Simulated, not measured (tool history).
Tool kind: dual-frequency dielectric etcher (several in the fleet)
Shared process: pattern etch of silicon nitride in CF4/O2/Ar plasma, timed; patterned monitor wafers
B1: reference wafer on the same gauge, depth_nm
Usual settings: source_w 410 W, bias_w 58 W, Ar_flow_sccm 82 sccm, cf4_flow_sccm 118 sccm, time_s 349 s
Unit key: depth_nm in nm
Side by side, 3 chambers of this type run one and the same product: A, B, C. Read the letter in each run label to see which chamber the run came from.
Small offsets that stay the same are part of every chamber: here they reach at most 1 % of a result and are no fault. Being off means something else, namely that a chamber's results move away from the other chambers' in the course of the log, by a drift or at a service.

Run 1B, day 0.175: usual settings; B1 581.93. Result: depth_nm 619.76 nm.
Run 2A, day 0.279: usual settings; B1 582.20. Result: depth_nm 615.47 nm.
Run 3C, day 0.367: usual settings; B1 582.24. Result: depth_nm 609.73 nm.
Run 4B, day 0.450: usual settings; B1 582.24. Result: depth_nm 617.30 nm.
Run 5A, day 0.542: usual settings; B1 581.53. Result: depth_nm 615.88 nm.
Run 6C, day 0.654: usual settings; B1 581.91. Result: depth_nm 613.16 nm.
Run 7A, day 0.812: usual settings but Ar_flow_sccm 65 sccm; B1 582.47. Result: depth_nm 632.27 nm.
Run 8B, day 0.967: usual settings but Ar_flow_sccm 65 sccm; B1 581.65. Result: depth_nm 628.33 nm.
Run 9C, day 1.108: usual settings but Ar_flow_sccm 65 sccm; B1 581.67. Result: depth_nm 625.91 nm.
Run 10B, day 1.267: usual settings but source_w 460 W; B1 582.14. Result: depth_nm 681.20 nm.
At day 1.362: chamber B: wet clean of the chamber.
Run 11C, day 1.392: usual settings but source_w 460 W; B1 582.11. Result: depth_nm 676.36 nm.
Run 12A, day 1.512: usual settings but source_w 460 W; B1 581.89. Result: depth_nm 679.29 nm.
Run 13C, day 1.612: usual settings; B1 581.82. Result: depth_nm 614.10 nm.
Run 14A, day 1.792: usual settings; B1 581.87. Result: depth_nm 616.52 nm.
Run 15B, day 1.908: usual settings; B1 582.03. Result: depth_nm 619.98 nm.
Run 16B, day 2.008: usual settings; B1 581.60. Result: depth_nm 619.33 nm.
Run 17C, day 2.150: usual settings; B1 582.00. Result: depth_nm 613.63 nm.
Run 18A, day 2.238: usual settings but source_w 510 W, cf4_flow_sccm 137 sccm; B1 582.12. Result: depth_nm 753.66 nm.
Run 19B, day 2.358: usual settings but source_w 510 W, cf4_flow_sccm 137 sccm; B1 581.74. Result: depth_nm 752.07 nm.
Run 20A, day 2.529: usual settings but source_w 510 W, cf4_flow_sccm 137 sccm; B1 582.44. Result: depth_nm 756.92 nm.
At day 2.675: chamber B: bias power generator calibrated.
Run 21C, day 2.679: usual settings; B1 582.23. Result: depth_nm 613.87 nm.
Run 22A, day 2.775: usual settings; B1 582.00. Result: depth_nm 612.67 nm.
Run 23B, day 2.862: usual settings; B1 581.94. Result: depth_nm 616.48 nm.
Run 24C, day 3.042: usual settings; B1 582.25. Result: depth_nm 613.77 nm.
Run 25B, day 3.150: usual settings; B1 581.84. Result: depth_nm 615.53 nm.
Run 26A, day 3.304: usual settings; B1 581.47. Result: depth_nm 616.07 nm.
Run 27C, day 3.408: usual settings; B1 581.80. Result: depth_nm 613.11 nm.
Run 28C, day 3.588: usual settings; B1 581.94. Result: depth_nm 612.08 nm.
Run 29B, day 3.675: usual settings; B1 581.81. Result: depth_nm 615.48 nm.
Run 30A, day 3.817: usual settings; B1 581.87. Result: depth_nm 616.15 nm.
Run 31B, day 3.904: usual settings but Ar_flow_sccm 89 sccm; B1 582.29. Result: depth_nm 611.64 nm.
Run 32C, day 4.075: usual settings but Ar_flow_sccm 89 sccm; B1 582.13. Result: depth_nm 606.29 nm.
Run 33A, day 4.246: usual settings but Ar_flow_sccm 89 sccm; B1 582.42. Result: depth_nm 609.32 nm.
Run 34B, day 4.362: usual settings but Ar_flow_sccm 67 sccm, cf4_flow_sccm 94 sccm; B1 581.70. Result: depth_nm 615.50 nm.

For the next run the whole fleet of 3 chambers uses the same settings. Give each chamber's results:
Run 35A, day 4.492: usual settings but bias_w 63 W. Result: depth_nm ?.
Run 35B, day 4.492: usual settings but bias_w 63 W. Result: depth_nm ?.
Run 35C, day 4.492: usual settings but bias_w 63 W. Result: depth_nm ?.

run  depth_nm
35A    635.44
35B    633.75
35C    632.06
